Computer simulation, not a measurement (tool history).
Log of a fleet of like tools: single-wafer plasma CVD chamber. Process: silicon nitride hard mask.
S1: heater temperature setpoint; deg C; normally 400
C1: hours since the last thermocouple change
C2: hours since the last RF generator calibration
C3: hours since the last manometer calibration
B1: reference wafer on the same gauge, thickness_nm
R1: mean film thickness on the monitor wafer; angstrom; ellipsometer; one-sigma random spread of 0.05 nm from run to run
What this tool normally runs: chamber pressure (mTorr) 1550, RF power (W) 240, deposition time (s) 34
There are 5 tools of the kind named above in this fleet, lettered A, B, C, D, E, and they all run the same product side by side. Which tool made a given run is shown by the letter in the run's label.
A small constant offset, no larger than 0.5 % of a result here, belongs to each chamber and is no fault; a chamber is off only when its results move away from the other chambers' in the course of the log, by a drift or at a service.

{"run": "1B", "hour": 7.9, "S1": 400, "chamber pressure (mTorr)": 1550, "RF power (W)": 240, "deposition time (s)": 34, "C1": 1604.4, "C2": 46.7, "C3": 1285.4, "B1": 30.296, "R1": 332.47}
{"run": "2E", "hour": 16.0, "S1": 400, "chamber pressure (mTorr)": 1550, "RF power (W)": 240, "deposition time (s)": 34, "C1": 156.3, "C2": 1356.8, "C3": 1818, "B1": 30.302, "R1": 334.8}
{"run": "3A", "hour": 27.1, "S1": 400, "chamber pressure (mTorr)": 1550, "RF power (W)": 240, "deposition time (s)": 34, "C1": 679.3, "C2": 839.9, "C3": 307.5, "B1": 30.283, "R1": 332.34}
{"run": "4D", "hour": 36.1, "S1": 400, "chamber pressure (mTorr)": 1550, "RF power (W)": 240, "deposition time (s)": 34, "C1": 286.6, "C2": 725.2, "C3": 175.6, "B1": 30.285, "R1": 333.89}
{"run": "5C", "hour": 47.7, "S1": 400, "chamber pressure (mTorr)": 1550, "RF power (W)": 240, "deposition time (s)": 34, "C1": 1769.2, "C2": 509, "C3": 328.3, "B1": 30.271, "R1": 332.32}
{"run": "6C", "hour": 55.7, "S1": 412, "chamber pressure (mTorr)": 1550, "RF power (W)": 210, "deposition time (s)": 34, "C1": 1777.2, "C2": 517, "C3": 336.3, "B1": 30.263, "R1": 299.8}
{"run": "7A", "hour": 67.1, "S1": 412, "chamber pressure (mTorr)": 1550, "RF power (W)": 210, "deposition time (s)": 34, "C1": 719.3, "C2": 879.9, "C3": 347.5, "B1": 30.263, "R1": 299.59}
{"run": "8D", "hour": 72.8, "S1": 412, "chamber pressure (mTorr)": 1550, "RF power (W)": 210, "deposition time (s)": 34, "C1": 323.3, "C2": 761.9, "C3": 212.3, "B1": 30.253, "R1": 300.81}
{"run": "9E", "hour": 84.7, "S1": 412, "chamber pressure (mTorr)": 1550, "RF power (W)": 210, "deposition time (s)": 34, "C1": 225, "C2": 1425.5, "C3": 1886.7, "B1": 30.268, "R1": 301.59}
{"run": "10B", "hour": 96.4, "S1": 412, "chamber pressure (mTorr)": 1550, "RF power (W)": 210, "deposition time (s)": 34, "C1": 1692.9, "C2": 135.2, "C3": 1373.9, "B1": 30.249, "R1": 299.72}
{"run": "11A", "hour": 106.0, "S1": 400, "chamber pressure (mTorr)": 1550, "RF power (W)": 240, "deposition time (s)": 34, "C1": 758.2, "C2": 918.8, "C3": 386.4, "B1": 30.256, "R1": 332.38}
{"run": "12C", "hour": 115.6, "S1": 400, "chamber pressure (mTorr)": 1550, "RF power (W)": 240, "deposition time (s)": 34, "C1": 1837.1, "C2": 576.9, "C3": 396.2, "B1": 30.25, "R1": 332.11}
{"run": "13D", "hour": 125.2, "S1": 400, "chamber pressure (mTorr)": 1550, "RF power (W)": 240, "deposition time (s)": 34, "C1": 375.7, "C2": 814.3, "C3": 264.7, "B1": 30.239, "R1": 331.41}
{"run": "14E", "hour": 132.2, "S1": 400, "chamber pressure (mTorr)": 1850, "RF power (W)": 240, "deposition time (s)": 30.3, "C1": 272.5, "C2": 1473, "C3": 1934.2, "B1": 30.241, "R1": 313.84}
{"run": "15B", "hour": 143.9, "S1": 400, "chamber pressure (mTorr)": 1850, "RF power (W)": 240, "deposition time (s)": 30.3, "C1": 1740.4, "C2": 182.7, "C3": 1421.4, "B1": 30.223, "R1": 310.13}
{"run": "16E", "hour": 152.8, "S1": 400, "chamber pressure (mTorr)": 1850, "RF power (W)": 240, "deposition time (s)": 30.3, "C1": 293.1, "C2": 1493.6, "C3": 1954.8, "B1": 30.228, "R1": 313.07}
{"run": "17A", "hour": 164.7, "S1": 400, "chamber pressure (mTorr)": 1850, "RF power (W)": 240, "deposition time (s)": 30.3, "C1": 816.9, "C2": 977.5, "C3": 445.1, "B1": 30.223, "R1": 310.46}
{"run": "18B", "hour": 172.8, "S1": 400, "chamber pressure (mTorr)": 1850, "RF power (W)": 240, "deposition time (s)": 30.3, "C1": 1769.3, "C2": 211.6, "C3": 1450.3, "B1": 30.207, "R1": 311.3}
{"hour": 174.1, "done": "chamber D: RF generator calibrated"}
{"run": "19C", "hour": 184.7, "S1": 400, "chamber pressure (mTorr)": 1550, "RF power (W)": 240, "deposition time (s)": 34, "C1": 1906.2, "C2": 646, "C3": 465.3, "B1": 30.214, "R1": 332.35}
{"run": "20D", "hour": 192.7, "S1": 400, "chamber pressure (mTorr)": 1550, "RF power (W)": 240, "deposition time (s)": 34, "C1": 443.2, "C2": 18.7, "C3": 332.2, "B1": 30.207, "R1": 333.54}
{"run": "21C", "hour": 200.8, "S1": 400, "chamber pressure (mTorr)": 1550, "RF power (W)": 240, "deposition time (s)": 34, "C1": 1922.3, "C2": 662.1, "C3": 481.4, "B1": 30.205, "R1": 330.79}
{"run": "22B", "hour": 211.6, "S1": 400, "chamber pressure (mTorr)": 1550, "RF power (W)": 240, "deposition time (s)": 34, "C1": 1808.1, "C2": 250.4, "C3": 1489.1, "B1": 30.199, "R1": 331.21}
{"run": "23A", "hour": 220.6, "S1": 400, "chamber pressure (mTorr)": 1550, "RF power (W)": 240, "deposition time (s)": 34, "C1": 872.8, "C2": 1033.4, "C3": 501, "B1": 30.186, "R1": 332.17}
{"run": "24E", "hour": 227.7, "S1": 400, "chamber pressure (mTorr)": 1550, "RF power (W)": 240, "deposition time (s)": 34, "C1": 368, "C2": 1568.5, "C3": 2029.7, "B1": 30.168, "R1": 333.41}
{"run": "25D", "hour": 237.4, "S1": 405, "chamber pressure (mTorr)": 1550, "RF power (W)": 240, "deposition time (s)": 34, "C1": 487.9, "C2": 63.4, "C3": 376.9, "B1": 30.168, "R1": 331.78}
{"run": "26E", "hour": 245.4, "S1": 405, "chamber pressure (mTorr)": 1550, "RF power (W)": 240, "deposition time (s)": 34, "C1": 385.7, "C2": 1586.2, "C3": 2047.4, "B1": 30.175, "R1": 332.56}
{"run": "27A", "hour": 255.6, "S1": 405, "chamber pressure (mTorr)": 1550, "RF power (W)": 240, "deposition time (s)": 34, "C1": 907.8, "C2": 1068.4, "C3": 536, "B1": 30.17, "R1": 330}
{"run": "28C", "hour": 264.0, "S1": 405, "chamber pressure (mTorr)": 1550, "RF power (W)": 240, "deposition time (s)": 34, "C1": 1985.5, "C2": 725.3, "C3": 544.6, "B1": 30.161, "R1": 330.77}
{"run": "29D", "hour": 269.6, "S1": 405, "chamber pressure (mTorr)": 1550, "RF power (W)": 240, "deposition time (s)": 34, "C1": 520.1, "C2": 95.6, "C3": 409.1, "B1": 30.156, "R1": 331.14}
{"run": "30B", "hour": 279.7, "S1": 400, "chamber pressure (mTorr)": 1550, "RF power (W)": 240, "deposition time (s)": 34, "C1": 1876.2, "C2": 318.5, "C3": 1557.2, "B1": 30.152, "R1": 331.05}
{"run": "31E", "hour": 288.5, "S1": 400, "chamber pressure (mTorr)": 1550, "RF power (W)": 280, "deposition time (s)": 34, "C1": 428.8, "C2": 1629.3, "C3": 2090.5, "B1": 30.158, "R1": 371.81}
{"run": "32A", "hour": 298.3, "S1": 400, "chamber pressure (mTorr)": 1550, "RF power (W)": 280, "deposition time (s)": 34, "C1": 950.5, "C2": 1111.1, "C3": 578.7, "B1": 30.143, "R1": 368.5}
{"run": "33D", "hour": 303.8, "S1": 400, "chamber pressure (mTorr)": 1550, "RF power (W)": 280, "deposition time (s)": 34, "C1": 554.3, "C2": 129.8, "C3": 443.3, "B1": 30.156, "R1": 370.28}
{"run": "34B", "hour": 310.0, "S1": 400, "chamber pressure (mTorr)": 1550, "RF power (W)": 280, "deposition time (s)": 34, "C1": 1906.5, "C2": 348.8, "C3": 1587.5, "B1": 30.137, "R1": 367.31}
{"run": "35C", "hour": 319.6, "S1": 400, "chamber pressure (mTorr)": 1550, "RF power (W)": 280, "deposition time (s)": 34, "C1": 2041.1, "C2": 780.9, "C3": 600.2, "B1": 30.15, "R1": 368.99}
{"run": "36D", "hour": 329.2, "S1": 386, "chamber pressure (mTorr)": 1370, "RF power (W)": 240, "deposition time (s)": 34, "C1": 579.7, "C2": 155.2, "C3": 468.7, "B1": 30.125, "R1": 323.23}
{"run": "37E", "hour": 336.6, "S1": 386, "chamber pressure (mTorr)": 1370, "RF power (W)": 240, "deposition time (s)": 34, "C1": 476.9, "C2": 1677.4, "C3": 2138.6, "B1": 30.121, "R1": 322.86}
{"run": "38A", "hour": 347.9, "S1": 386, "chamber pressure (mTorr)": 1370, "RF power (W)": 240, "deposition time (s)": 34, "C1": 1000.1, "C2": 1160.7, "C3": 628.3, "B1": 30.128, "R1": 321.12}
{"run": "39B", "hour": 359.6, "S1": 386, "chamber pressure (mTorr)": 1370, "RF power (W)": 240, "deposition time (s)": 34, "C1": 1956.1, "C2": 398.4, "C3": 1637.1, "B1": 30.126, "R1": 319.62}
{"run": "40C", "hour": 365.5, "S1": 386, "chamber pressure (mTorr)": 1370, "RF power (W)": 240, "deposition time (s)": 34, "C1": 2087, "C2": 826.8, "C3": 646.1, "B1": 30.125, "R1": 320.84}

The same settings go to every chamber for the next run, one line per chamber below. Forecast the results for each:
{"run": "41A", "hour": 374.1, "S1": 400, "chamber pressure (mTorr)": 1700, "RF power (W)": 240, "deposition time (s)": 34, "R1": "?"}
{"run": "41B", "hour": 374.1, "S1": 400, "chamber pressure (mTorr)": 1700, "RF power (W)": 240, "deposition time (s)": 34, "R1": "?"}
{"run": "41C", "hour": 374.1, "S1": 400, "chamber pressure (mTorr)": 1700, "RF power (W)": 240, "deposition time (s)": 34, "R1": "?"}
{"run": "41D", "hour": 374.1, "S1": 400, "chamber pressure (mTorr)": 1700, "RF power (W)": 240, "deposition time (s)": 34, "R1": "?"}
{"run": "41E", "hour": 374.1, "S1": 400, "chamber pressure (mTorr)": 1700, "RF power (W)": 240, "deposition time (s)": 34, "R1": "?"}

run=41A R1=339.31
run=41B R1=340.36
run=41C R1=339.72
run=41D R1=339.99
run=41E R1=340.46
